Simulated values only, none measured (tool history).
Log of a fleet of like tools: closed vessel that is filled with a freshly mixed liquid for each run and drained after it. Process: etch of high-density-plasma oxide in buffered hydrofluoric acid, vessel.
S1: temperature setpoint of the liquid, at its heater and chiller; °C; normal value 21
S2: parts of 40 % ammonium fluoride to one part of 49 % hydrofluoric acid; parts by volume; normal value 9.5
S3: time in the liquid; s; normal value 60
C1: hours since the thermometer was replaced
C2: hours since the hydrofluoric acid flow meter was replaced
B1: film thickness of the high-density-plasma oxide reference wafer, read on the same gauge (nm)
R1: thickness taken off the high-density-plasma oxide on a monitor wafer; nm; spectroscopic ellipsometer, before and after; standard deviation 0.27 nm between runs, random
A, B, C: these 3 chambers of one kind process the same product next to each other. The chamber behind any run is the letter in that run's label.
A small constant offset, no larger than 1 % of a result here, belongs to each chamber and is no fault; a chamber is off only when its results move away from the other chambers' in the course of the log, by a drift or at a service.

| run | hour | S1 | S2 | S3 | C1 | C2 | B1 | R1 |
|---|---|---|---|---|---|---|---|---|
| 1B | 6.6 | 21 | 9.5 | 60 | 432.4 | 330.5 | 119.97 | 67.056 |
| 2A | 10.5 | 21 | 9.5 | 60 | 1109.3 | 332.4 | 120.02 | 67.933 |
| 3C | 15.5 | 21 | 9.5 | 60 | 2113.6 | 189.1 | 120.02 | 67.186 |
| 4C | 20.2 | 21 | 9.5 | 60 | 2118.3 | 193.8 | 120.01 | 67.513 |
| 5A | 23.8 | 21 | 9.5 | 60 | 1122.6 | 345.7 | 120 | 67.755 |
| 6B | 27.7 | 21 | 9.5 | 60 | 453.5 | 351.6 | 119.99 | 67.383 |
| 7C | 33.9 | 24.5 | 7.5 | 60 | 2132 | 207.5 | 119.96 | 102.78 |
| 8A | 38.6 | 24.5 | 7.5 | 60 | 1137.4 | 360.5 | 119.98 | 103.95 |
| 9B | 43.4 | 24.5 | 7.5 | 60 | 469.2 | 367.3 | 120.02 | 103.24 |
| 10C | 49.6 | 21 | 9.5 | 60 | 2147.7 | 223.2 | 120.02 | 67.44 |
| 11B | 52.7 | 21 | 9.5 | 60 | 478.5 | 376.6 | 120 | 67.727 |
| 12A | 58.1 | 21 | 9.5 | 60 | 1156.9 | 380 | 120.01 | 68.271 |
| 13C | 63.5 | 21 | 11.5 | 60 | 2161.6 | 237.1 | 120.01 | 56.955 |
| 14A | 68.9 | 21 | 11.5 | 60 | 1167.7 | 390.8 | 119.99 | 57.636 |
| 15B | 72.9 | 21 | 11.5 | 60 | 498.7 | 396.8 | 120.01 | 56.835 |
| 16C | 77.1 | 21 | 9.5 | 60 | 2175.2 | 250.7 | 120.02 | 67.622 |
| 17A | 81.9 | 21 | 9.5 | 60 | 1180.7 | 403.8 | 119.95 | 68.209 |
| 18B | 88.2 | 21 | 9.5 | 60 | 514 | 412.1 | 119.99 | 67.6 |
| 19B | 92.2 | 21 | 9.5 | 60 | 518 | 416.1 | 119.99 | 68.123 |
| 20A | 99 | 23.5 | 7 | 60 | 1197.8 | 420.9 | 119.99 | 106.67 |
| 21C | 103.6 | 23.5 | 7 | 60 | 2201.7 | 277.2 | 120.02 | 104.76 |
| 22C | 108.5 | 23.5 | 7 | 60 | 2206.6 | 282.1 | 119.98 | 104.27 |
| 23A | 112.6 | 21 | 9.5 | 60 | 1211.4 | 434.5 | 119.99 | 67.669 |
| 24B | 117.1 | 21 | 12.5 | 60 | 542.9 | 441 | 120.01 | 52.49 |
| 25B | 122 | 21 | 12.5 | 60 | 547.8 | 445.9 | 120.02 | 52.671 |
| 26C | 128.1 | 21 | 12.5 | 60 | 2226.2 | 301.7 | 119.98 | 52.388 |
| 27A | 132.8 | 21 | 9.5 | 60 | 1231.6 | 454.7 | 119.99 | 67.969 |
| 28B | 138.9 | 21 | 9.5 | 60 | 564.7 | 462.8 | 120.02 | 67.501 |
| 29A | 142.9 | 21 | 9.5 | 60 | 1241.7 | 464.8 | 120.03 | 68.061 |
| 30C | 147 | 21 | 9.5 | 60 | 2245.1 | 320.6 | 119.99 | 67.946 |
| 31B | 151.5 | 21 | 9.5 | 60 | 577.3 | 475.4 | 120 | 67.671 |
| 32A | 156.1 | 21 | 9.5 | 60 | 1254.9 | 478 | 120.02 | 67.524 |
| 33C | 160.6 | 21 | 9.5 | 60 | 2258.7 | 334.2 | 120.02 | 67.281 |
| 34B | 164.1 | 21 | 9.5 | 60 | 589.9 | 488 | 120 | 67.711 |
| 35A | 170.9 | 21 | 9.5 | 60 | 1269.7 | 492.8 | 120 | 67.589 |
| 36C | 174.6 | 21 | 13 | 30 | 2272.7 | 348.2 | 120.03 | 25.371 |
| 37A | 179.4 | 21 | 13 | 30 | 1278.2 | 501.3 | 119.97 | 25.337 |
| 38C | 183.3 | 21 | 13 | 30 | 2281.4 | 356.9 | 120.02 | 25.454 |
| 39B | 187.3 | 21 | 9.5 | 60 | 613.1 | 511.2 | 120.02 | 67.927 |
| 40A | 192.4 | 21 | 9.5 | 60 | 1291.2 | 514.3 | 119.98 | 68.149 |
| 41B | 195.8 | 21 | 9.5 | 60 | 621.6 | 519.7 | 119.99 | 67.871 |
| 42C | 198.8 | 21 | 9.5 | 60 | 2296.9 | 372.4 | 119.99 | 67.715 |
| 43A | 204.2 | 21 | 9.5 | 60 | 1303 | 526.1 | 120.02 | 67.843 |

All chambers now run identical settings, listed one chamber a line with results as question marks. What results will each chamber show?
| 44A | 209.2 | 21 | 9.5 | 60 |  |  |  | ? |
| 44B | 209.2 | 21 | 9.5 | 60 |  |  |  | ? |
| 44C | 209.2 | 21 | 9.5 | 60 |  |  |  | ? |

| run | R1 |
|---|---|
| 44A | 67.551 |
| 44B | 67.57 |
| 44C | 67.086 |
